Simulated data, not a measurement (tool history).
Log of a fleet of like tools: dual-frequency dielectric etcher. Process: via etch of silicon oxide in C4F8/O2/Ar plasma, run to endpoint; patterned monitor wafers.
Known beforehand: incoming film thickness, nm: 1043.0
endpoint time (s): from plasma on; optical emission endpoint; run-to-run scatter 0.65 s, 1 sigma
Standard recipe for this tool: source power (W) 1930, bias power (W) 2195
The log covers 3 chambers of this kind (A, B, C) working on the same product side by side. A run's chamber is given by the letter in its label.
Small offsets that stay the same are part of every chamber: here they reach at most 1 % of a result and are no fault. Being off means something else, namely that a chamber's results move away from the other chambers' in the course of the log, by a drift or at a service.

{"run": "1C", "hour": 3.8, "source power (W)": 1930, "bias power (W)": 2195, "endpoint time (s)": 201.74}
{"run": "2B", "hour": 8.2, "source power (W)": 1930, "bias power (W)": 2195, "endpoint time (s)": 201.94}
{"run": "3A", "hour": 15.1, "source power (W)": 1930, "bias power (W)": 2195, "endpoint time (s)": 202.06}
{"run": "4A", "hour": 20.0, "source power (W)": 1930, "bias power (W)": 2195, "endpoint time (s)": 202.66}
{"run": "5C", "hour": 27.3, "source power (W)": 1930, "bias power (W)": 2195, "endpoint time (s)": 202.06}
{"run": "6B", "hour": 32.9, "source power (W)": 1930, "bias power (W)": 2195, "endpoint time (s)": 203.15}
{"run": "7A", "hour": 37.8, "source power (W)": 1930, "bias power (W)": 2195, "endpoint time (s)": 203.89}
{"run": "8C", "hour": 43.8, "source power (W)": 1930, "bias power (W)": 2195, "endpoint time (s)": 201.57}
{"run": "9B", "hour": 50.0, "source power (W)": 1930, "bias power (W)": 2195, "endpoint time (s)": 203.6}
{"run": "10C", "hour": 56.6, "source power (W)": 1930, "bias power (W)": 2195, "endpoint time (s)": 201.85}
{"run": "11A", "hour": 62.1, "source power (W)": 1930, "bias power (W)": 2195, "endpoint time (s)": 202.09}
{"run": "12B", "hour": 68.8, "source power (W)": 1930, "bias power (W)": 2195, "endpoint time (s)": 200.82}
{"run": "13B", "hour": 74.2, "source power (W)": 1930, "bias power (W)": 2195, "endpoint time (s)": 201.94}
{"run": "14A", "hour": 80.5, "source power (W)": 1930, "bias power (W)": 2195, "endpoint time (s)": 203.01}
{"run": "15C", "hour": 86.8, "source power (W)": 1930, "bias power (W)": 2195, "endpoint time (s)": 202}
{"run": "16A", "hour": 90.6, "source power (W)": 1930, "bias power (W)": 2704, "endpoint time (s)": 189.55}
{"run": "17B", "hour": 95.0, "source power (W)": 1930, "bias power (W)": 2704, "endpoint time (s)": 188.11}
{"run": "18C", "hour": 100.1, "source power (W)": 1930, "bias power (W)": 2704, "endpoint time (s)": 191.24}
{"run": "19B", "hour": 106.9, "source power (W)": 2400, "bias power (W)": 2543, "endpoint time (s)": 174.76}
{"run": "20A", "hour": 110.7, "source power (W)": 2400, "bias power (W)": 2543, "endpoint time (s)": 177.72}
{"run": "21C", "hour": 114.9, "source power (W)": 2400, "bias power (W)": 2543, "endpoint time (s)": 178.73}
{"run": "22A", "hour": 119.5, "source power (W)": 1930, "bias power (W)": 2195, "endpoint time (s)": 200.99}
{"run": "23C", "hour": 126.9, "source power (W)": 1930, "bias power (W)": 2195, "endpoint time (s)": 201.74}
{"run": "24B", "hour": 133.1, "source power (W)": 1930, "bias power (W)": 2195, "endpoint time (s)": 199.23}
{"run": "25B", "hour": 136.4, "source power (W)": 1930, "bias power (W)": 2195, "endpoint time (s)": 198.33}
{"run": "26C", "hour": 143.0, "source power (W)": 1930, "bias power (W)": 2195, "endpoint time (s)": 203.38}
{"run": "27A", "hour": 147.5, "source power (W)": 1930, "bias power (W)": 2195, "endpoint time (s)": 201.73}
{"hour": 148.4, "done": "chamber C: wet clean of the chamber"}
{"run": "28C", "hour": 154.7, "source power (W)": 1930, "bias power (W)": 2195, "endpoint time (s)": 201.8}

Is one chamber out of step, is the gauge drifting, or do the chambers differ by no more than their own small offsets? For an off chamber, give its letter and the likeliest cause.

Little by little, chamber B moves away from the other chambers.
Most likely cause: etch rate over this chamber's usual, % = 2.24.
It could be hard to tell apart here from: source power that arrives over what is set, %.

Below are 4 candidate recipes for chamber B's next run, each the usual settings with a change, their results shown as question marks. Which of them brings B's results back in line with what the other chambers give on the usual settings?
In line means no further than this from the other chambers' mean on the usual settings: endpoint time (s) 2.3
{"run": "29B-1", "hour": 160.0, "source power (W)": 2000, "bias power (W)": 2259, "endpoint time (s)": "?"}
{"run": "29B-2", "hour": 160.0, "source power (W)": 1810, "bias power (W)": 2195, "endpoint time (s)": "?"}
{"run": "29B-3", "hour": 160.0, "source power (W)": 1790, "bias power (W)": 2072, "endpoint time (s)": "?"}
{"run": "29B-4", "hour": 160.0, "source power (W)": 1930, "bias power (W)": 2541, "endpoint time (s)": "?"}

Other chambers, usual settings, mean: endpoint time (s) 202.39
run=29B-1 endpoint_time_(s)=193.38
run=29B-2 endpoint_time_(s)=202.96
run=29B-3 endpoint_time_(s)=207.36
run=29B-4 endpoint_time_(s)=189.35
It is 29B-2 that realigns the chamber with its peers.
